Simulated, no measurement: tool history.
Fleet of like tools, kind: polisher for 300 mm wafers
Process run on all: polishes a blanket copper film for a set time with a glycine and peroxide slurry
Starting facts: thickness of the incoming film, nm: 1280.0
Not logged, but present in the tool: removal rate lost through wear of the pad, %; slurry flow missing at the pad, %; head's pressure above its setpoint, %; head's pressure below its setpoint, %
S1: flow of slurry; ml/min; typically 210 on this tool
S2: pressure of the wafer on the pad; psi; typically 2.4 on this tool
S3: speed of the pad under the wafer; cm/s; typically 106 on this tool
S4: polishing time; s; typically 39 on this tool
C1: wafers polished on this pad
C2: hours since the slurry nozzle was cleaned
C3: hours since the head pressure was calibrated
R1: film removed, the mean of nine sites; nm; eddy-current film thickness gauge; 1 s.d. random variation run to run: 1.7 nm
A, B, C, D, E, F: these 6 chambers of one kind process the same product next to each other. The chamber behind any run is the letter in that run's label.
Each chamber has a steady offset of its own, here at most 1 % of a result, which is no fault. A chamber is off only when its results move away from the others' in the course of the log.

run 1E hour=8.6 | S1=210 S2=2.4 S3=106 S4=39 | C1=524 C2=904.6 C3=681.5 | R1=202.45
-- hour=13.2 chamber B: worn pad replaced by a new one
-- hour=16.6 chamber D: worn pad replaced by a new one
run 2F hour=18.6 | S1=210 S2=2.4 S3=106 S4=39 | C1=669 C2=332.9 C3=995.3 | R1=204.18
-- hour=20.3 chamber A: worn pad replaced by a new one
run 3C hour=31.4 | S1=210 S2=2.4 S3=106 S4=39 | C1=772 C2=192.3 C3=598.3 | R1=205.60
run 4D hour=40.5 | S1=210 S2=2.4 S3=106 S4=39 | C1=273 C2=63.5 C3=582.7 | R1=204.98
-- hour=43.6 chamber F: worn pad replaced by a new one
-- hour=49.2 chamber B: head pressure recalibrated
run 5A hour=54.6 | S1=210 S2=2.4 S3=106 S4=39 | C1=392 C2=496.0 C3=393.6 | R1=204.29
-- hour=55.3 chamber C: worn pad replaced by a new one
-- hour=58.6 chamber E: worn pad replaced by a new one
-- hour=61.0 chamber E: slurry nozzle cleaned
run 6B hour=71.0 | S1=210 S2=2.4 S3=106 S4=39 | C1=660 C2=479.6 C3=21.9 | R1=204.08
run 7B hour=82.8 | S1=210 S2=2.4 S3=106 S4=39 | C1=795 C2=491.4 C3=33.7 | R1=200.96
-- hour=91.7 chamber B: worn pad replaced by a new one
run 8D hour=93.8 | S1=210 S2=2.4 S3=106 S4=39 | C1=881 C2=116.8 C3=636.0 | R1=201.54
run 9E hour=107.0 | S1=210 S2=2.4 S3=106 S4=39 | C1=552 C2=46.0 C3=779.9 | R1=207.18
-- hour=114.5 chamber A: worn pad replaced by a new one
run 10C hour=122.4 | S1=255 S2=2.4 S3=106 S4=39 | C1=766 C2=283.3 C3=689.3 | R1=208.41
-- hour=125.4 chamber D: worn pad replaced by a new one
run 11F hour=133.0 | S1=255 S2=2.4 S3=106 S4=39 | C1=1021 C2=447.3 C3=1109.7 | R1=205.80
-- hour=134.8 chamber F: worn pad replaced by a new one
-- hour=141.2 chamber E: head pressure recalibrated
-- hour=143.3 chamber C: worn pad replaced by a new one
-- hour=144.8 chamber E: worn pad replaced by a new one
run 12A hour=146.5 | S1=255 S2=2.4 S3=106 S4=39 | C1=366 C2=587.9 C3=485.5 | R1=213.54
run 13E hour=159.8 | S1=255 S2=2.4 S3=106 S4=39 | C1=171 C2=98.8 C3=18.7 | R1=216.69
run 14B hour=174.0 | S1=255 S2=2.4 S3=106 S4=39 | C1=939 C2=582.6 C3=124.9 | R1=209.38
-- hour=183.0 chamber D: slurry nozzle cleaned
run 15C hour=183.7 | S1=255 S2=2.4 S3=106 S4=39 | C1=462 C2=344.6 C3=750.6 | R1=213.17
-- hour=191.6 chamber B: worn pad replaced by a new one
run 16D hour=196.8 | S1=210 S2=2.4 S3=106 S4=39 | C1=816 C2=13.8 C3=739.0 | R1=205.35
-- hour=203.4 chamber C: slurry nozzle cleaned
run 17A hour=204.6 | S1=210 S2=2.4 S3=106 S4=39 | C1=1029 C2=646.0 C3=543.6 | R1=203.18
-- hour=206.6 chamber A: worn pad replaced by a new one
run 18F hour=213.9 | S1=210 S2=2.4 S3=106 S4=39 | C1=903 C2=528.2 C3=1190.6 | R1=201.76
-- hour=216.7 chamber F: worn pad replaced by a new one
run 19A hour=221.2 | S1=210 S2=2.4 S3=106 S4=39 | C1=166 C2=662.6 C3=560.2 | R1=206.57
-- hour=222.7 chamber E: worn pad replaced by a new one
-- hour=224.1 chamber B: slurry nozzle cleaned
run 20D hour=231.4 | S1=210 S2=2.4 S3=106 S4=39 | C1=1211 C2=48.4 C3=773.6 | R1=204.67
-- hour=242.3 chamber C: worn pad replaced by a new one
run 21B hour=247.6 | S1=210 S2=2.4 S3=106 S4=39 | C1=639 C2=23.5 C3=198.5 | R1=203.56
-- hour=251.7 chamber F: head pressure recalibrated
run 22C hour=254.9 | S1=210 S2=2.4 S3=106 S4=39 | C1=144 C2=51.5 C3=821.8 | R1=205.54
-- hour=267.0 chamber D: worn pad replaced by a new one
run 23E hour=268.8 | S1=210 S2=2.4 S3=106 S4=39 | C1=526 C2=207.8 C3=127.7 | R1=211.81
-- hour=275.5 chamber B: worn pad replaced by a new one
run 24F hour=283.3 | S1=210 S2=2.4 S3=106 S4=39 | C1=761 C2=597.6 C3=31.7 | R1=203.28
-- hour=294.7 chamber F: worn pad replaced by a new one
run 25D hour=295.3 | S1=210 S2=2.4 S3=106 S4=39 | C1=323 C2=112.3 C3=837.5 | R1=204.41
run 26F hour=308.7 | S1=210 S2=2.4 S3=106 S4=39 | C1=160 C2=623.0 C3=57.1 | R1=202.47
-- hour=309.4 chamber A: worn pad replaced by a new one
-- hour=310.3 chamber E: worn pad replaced by a new one
-- hour=323.3 chamber F: slurry nozzle cleaned
run 27E hour=324.6 | S1=210 S2=2.4 S3=106 S4=39 | C1=163 C2=263.6 C3=183.5 | R1=212.34
run 28A hour=337.9 | S1=210 S2=2.4 S3=106 S4=39 | C1=326 C2=779.3 C3=676.9 | R1=202.71
-- hour=341.9 chamber C: worn pad replaced by a new one
run 29B hour=352.5 | S1=210 S2=2.4 S3=106 S4=39 | C1=879 C2=128.4 C3=303.4 | R1=201.84
-- hour=353.7 chamber B: worn pad replaced by a new one
run 30C hour=362.1 | S1=210 S2=2.4 S3=106 S4=39 | C1=231 C2=158.7 C3=929.0 | R1=205.35
run 31D hour=372.3 | S1=210 S2=2.4 S3=106 S4=39 | C1=1202 C2=189.3 C3=914.5 | R1=206.87
run 32A hour=383.8 | S1=210 S2=2.4 S3=106 S4=39 | C1=850 C2=825.2 C3=722.8 | R1=207.12
-- hour=388.8 chamber E: worn pad replaced by a new one
run 33C hour=391.6 | S1=210 S2=2.4 S3=106 S4=39 | C1=568 C2=188.2 C3=958.5 | R1=203.48
-- hour=393.1 chamber F: worn pad replaced by a new one
run 34F hour=399.8 | S1=210 S2=2.4 S3=106 S4=39 | C1=77 C2=76.5 C3=148.2 | R1=206.27
-- hour=404.1 chamber A: worn pad replaced by a new one
run 35B hour=415.8 | S1=210 S2=2.4 S3=106 S4=39 | C1=709 C2=191.7 C3=366.7 | R1=200.47
run 36E hour=424.9 | S1=210 S2=2.4 S3=106 S4=39 | C1=412 C2=363.9 C3=283.8 | R1=210.73
run 37A hour=441.5 | S1=210 S2=2.4 S3=106 S4=39 | C1=427 C2=882.9 C3=780.5 | R1=203.08
run 38F hour=454.3 | S1=210 S2=2.4 S3=106 S4=46 | C1=699 C2=131.0 C3=202.7 | R1=241.24

For the next run the whole fleet of 6 chambers uses the same settings. Give each chamber's results:
run 39A hour=466.2 | S1=210 S2=2.4 S3=106 S4=39 | R1=?
run 39B hour=466.2 | S1=210 S2=2.4 S3=106 S4=39 | R1=?
run 39C hour=466.2 | S1=210 S2=2.4 S3=106 S4=39 | R1=?
run 39D hour=466.2 | S1=210 S2=2.4 S3=106 S4=39 | R1=?
run 39E hour=466.2 | S1=210 S2=2.4 S3=106 S4=39 | R1=?
run 39F hour=466.2 | S1=210 S2=2.4 S3=106 S4=39 | R1=?

run=39A R1=203.60
run=39B R1=199.71
run=39C R1=206.17
run=39D R1=203.55
run=39E R1=214.95
run=39F R1=202.41
